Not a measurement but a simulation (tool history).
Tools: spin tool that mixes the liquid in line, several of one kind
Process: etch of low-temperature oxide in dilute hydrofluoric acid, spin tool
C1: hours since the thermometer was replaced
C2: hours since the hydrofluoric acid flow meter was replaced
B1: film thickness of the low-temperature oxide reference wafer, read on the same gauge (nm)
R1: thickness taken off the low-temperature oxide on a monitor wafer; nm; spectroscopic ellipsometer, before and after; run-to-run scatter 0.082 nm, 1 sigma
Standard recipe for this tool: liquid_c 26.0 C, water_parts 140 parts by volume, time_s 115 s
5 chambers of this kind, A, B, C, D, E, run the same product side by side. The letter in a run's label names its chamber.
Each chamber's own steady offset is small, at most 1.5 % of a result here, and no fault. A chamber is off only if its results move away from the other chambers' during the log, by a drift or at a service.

{"run": "1B", "hour": 8.9, "liquid_c": 26.0, "water_parts": 140, "time_s": 115, "C1": 190.0, "C2": 1242.2, "B1": 40.015, "R1": 14.815}
{"run": "2A", "hour": 15.7, "liquid_c": 26.0, "water_parts": 140, "time_s": 115, "C1": 1696.4, "C2": 206.4, "B1": 39.983, "R1": 14.987}
{"run": "3D", "hour": 23.2, "liquid_c": 26.0, "water_parts": 140, "time_s": 115, "C1": 29.6, "C2": 455.3, "B1": 40.001, "R1": 14.983}
{"run": "4E", "hour": 28.8, "liquid_c": 26.0, "water_parts": 140, "time_s": 115, "C1": 498.2, "C2": 526.5, "B1": 39.993, "R1": 14.867}
{"run": "5C", "hour": 38.8, "liquid_c": 26.0, "water_parts": 140, "time_s": 115, "C1": 731.9, "C2": 180.0, "B1": 39.99, "R1": 15.072}
{"run": "6E", "hour": 48.4, "liquid_c": 26.0, "water_parts": 140, "time_s": 115, "C1": 517.8, "C2": 546.1, "B1": 39.99, "R1": 14.973}
{"run": "7D", "hour": 55.1, "liquid_c": 26.0, "water_parts": 140, "time_s": 115, "C1": 61.5, "C2": 487.2, "B1": 39.989, "R1": 14.978}
{"run": "8A", "hour": 61.0, "liquid_c": 26.0, "water_parts": 140, "time_s": 115, "C1": 1741.7, "C2": 251.7, "B1": 40.007, "R1": 15.016}
{"run": "9B", "hour": 65.7, "liquid_c": 26.0, "water_parts": 140, "time_s": 115, "C1": 246.8, "C2": 1299.0, "B1": 39.997, "R1": 14.855}
{"run": "10C", "hour": 74.9, "liquid_c": 26.0, "water_parts": 140, "time_s": 115, "C1": 768.0, "C2": 216.1, "B1": 40.01, "R1": 15.177}
{"run": "11C", "hour": 82.3, "liquid_c": 26.0, "water_parts": 140, "time_s": 115, "C1": 775.4, "C2": 223.5, "B1": 40.008, "R1": 15.2}
{"run": "12A", "hour": 87.3, "liquid_c": 26.0, "water_parts": 140, "time_s": 115, "C1": 1768.0, "C2": 278.0, "B1": 40.005, "R1": 15.078}
{"run": "13E", "hour": 97.1, "liquid_c": 26.0, "water_parts": 140, "time_s": 115, "C1": 566.5, "C2": 594.8, "B1": 40.003, "R1": 15.068}
{"run": "14D", "hour": 105.6, "liquid_c": 26.0, "water_parts": 140, "time_s": 115, "C1": 112.0, "C2": 537.7, "B1": 39.997, "R1": 14.957}
{"run": "15B", "hour": 111.7, "liquid_c": 26.0, "water_parts": 140, "time_s": 115, "C1": 292.8, "C2": 1345.0, "B1": 40.011, "R1": 14.905}
{"run": "16C", "hour": 121.1, "liquid_c": 26.0, "water_parts": 140, "time_s": 115, "C1": 814.2, "C2": 262.3, "B1": 39.978, "R1": 15.313}
{"run": "17D", "hour": 128.4, "liquid_c": 26.0, "water_parts": 105, "time_s": 140, "C1": 134.8, "C2": 560.5, "B1": 40.006, "R1": 25.404}
{"run": "18A", "hour": 137.9, "liquid_c": 26.0, "water_parts": 105, "time_s": 140, "C1": 1818.6, "C2": 328.6, "B1": 40.007, "R1": 25.413}
{"run": "19B", "hour": 146.7, "liquid_c": 26.0, "water_parts": 105, "time_s": 140, "C1": 327.8, "C2": 1380.0, "B1": 39.986, "R1": 25.322}
{"run": "20E", "hour": 153.9, "liquid_c": 26.0, "water_parts": 105, "time_s": 140, "C1": 623.3, "C2": 651.6, "B1": 39.995, "R1": 25.388}
{"run": "21E", "hour": 159.3, "liquid_c": 26.0, "water_parts": 105, "time_s": 140, "C1": 628.7, "C2": 657.0, "B1": 40.01, "R1": 25.582}
{"run": "22D", "hour": 168.3, "liquid_c": 26.0, "water_parts": 140, "time_s": 115, "C1": 174.7, "C2": 600.4, "B1": 40.019, "R1": 14.894}
{"run": "23B", "hour": 177.1, "liquid_c": 26.0, "water_parts": 140, "time_s": 115, "C1": 358.2, "C2": 1410.4, "B1": 40.0, "R1": 14.718}
{"run": "24A", "hour": 185.4, "liquid_c": 24.5, "water_parts": 190, "time_s": 115, "C1": 1866.1, "C2": 376.1, "B1": 39.993, "R1": 9.8792}
{"run": "25C", "hour": 192.2, "liquid_c": 24.5, "water_parts": 190, "time_s": 115, "C1": 885.3, "C2": 333.4, "B1": 39.997, "R1": 10.138}
{"run": "26C", "hour": 199.4, "liquid_c": 24.5, "water_parts": 190, "time_s": 115, "C1": 892.5, "C2": 340.6, "B1": 40.009, "R1": 10.163}
{"run": "27D", "hour": 205.8, "liquid_c": 24.5, "water_parts": 190, "time_s": 115, "C1": 212.2, "C2": 637.9, "B1": 39.988, "R1": 9.7438}
{"run": "28A", "hour": 215.7, "liquid_c": 24.5, "water_parts": 190, "time_s": 115, "C1": 1896.4, "C2": 406.4, "B1": 40.014, "R1": 9.8326}
{"run": "29B", "hour": 225.7, "liquid_c": 26.0, "water_parts": 140, "time_s": 115, "C1": 406.8, "C2": 1459.0, "B1": 39.99, "R1": 14.915}
{"run": "30E", "hour": 232.3, "liquid_c": 26.0, "water_parts": 140, "time_s": 115, "C1": 701.7, "C2": 730.0, "B1": 40.006, "R1": 14.934}
{"run": "31B", "hour": 236.9, "liquid_c": 26.0, "water_parts": 140, "time_s": 115, "C1": 418.0, "C2": 1470.2, "B1": 40.014, "R1": 14.799}
{"run": "32A", "hour": 245.5, "liquid_c": 26.0, "water_parts": 140, "time_s": 115, "C1": 1926.2, "C2": 436.2, "B1": 40.007, "R1": 15.02}
{"run": "33E", "hour": 252.8, "liquid_c": 26.0, "water_parts": 140, "time_s": 115, "C1": 722.2, "C2": 750.5, "B1": 39.997, "R1": 15.112}
{"run": "34D", "hour": 258.6, "liquid_c": 26.0, "water_parts": 140, "time_s": 115, "C1": 265.0, "C2": 690.7, "B1": 39.978, "R1": 14.986}

Predict what each chamber gives when all 5 of them run the settings below next.
{"run": "35A", "hour": 266.2, "liquid_c": 26.0, "water_parts": 140, "time_s": 115, "R1": "?"}
{"run": "35B", "hour": 266.2, "liquid_c": 26.0, "water_parts": 140, "time_s": 115, "R1": "?"}
{"run": "35C", "hour": 266.2, "liquid_c": 26.0, "water_parts": 140, "time_s": 115, "R1": "?"}
{"run": "35D", "hour": 266.2, "liquid_c": 26.0, "water_parts": 140, "time_s": 115, "R1": "?"}
{"run": "35E", "hour": 266.2, "liquid_c": 26.0, "water_parts": 140, "time_s": 115, "R1": "?"}

run=35A R1=14.8750
run=35B R1=14.8590
run=35C R1=15.8190
run=35D R1=14.8520
run=35E R1=14.8640

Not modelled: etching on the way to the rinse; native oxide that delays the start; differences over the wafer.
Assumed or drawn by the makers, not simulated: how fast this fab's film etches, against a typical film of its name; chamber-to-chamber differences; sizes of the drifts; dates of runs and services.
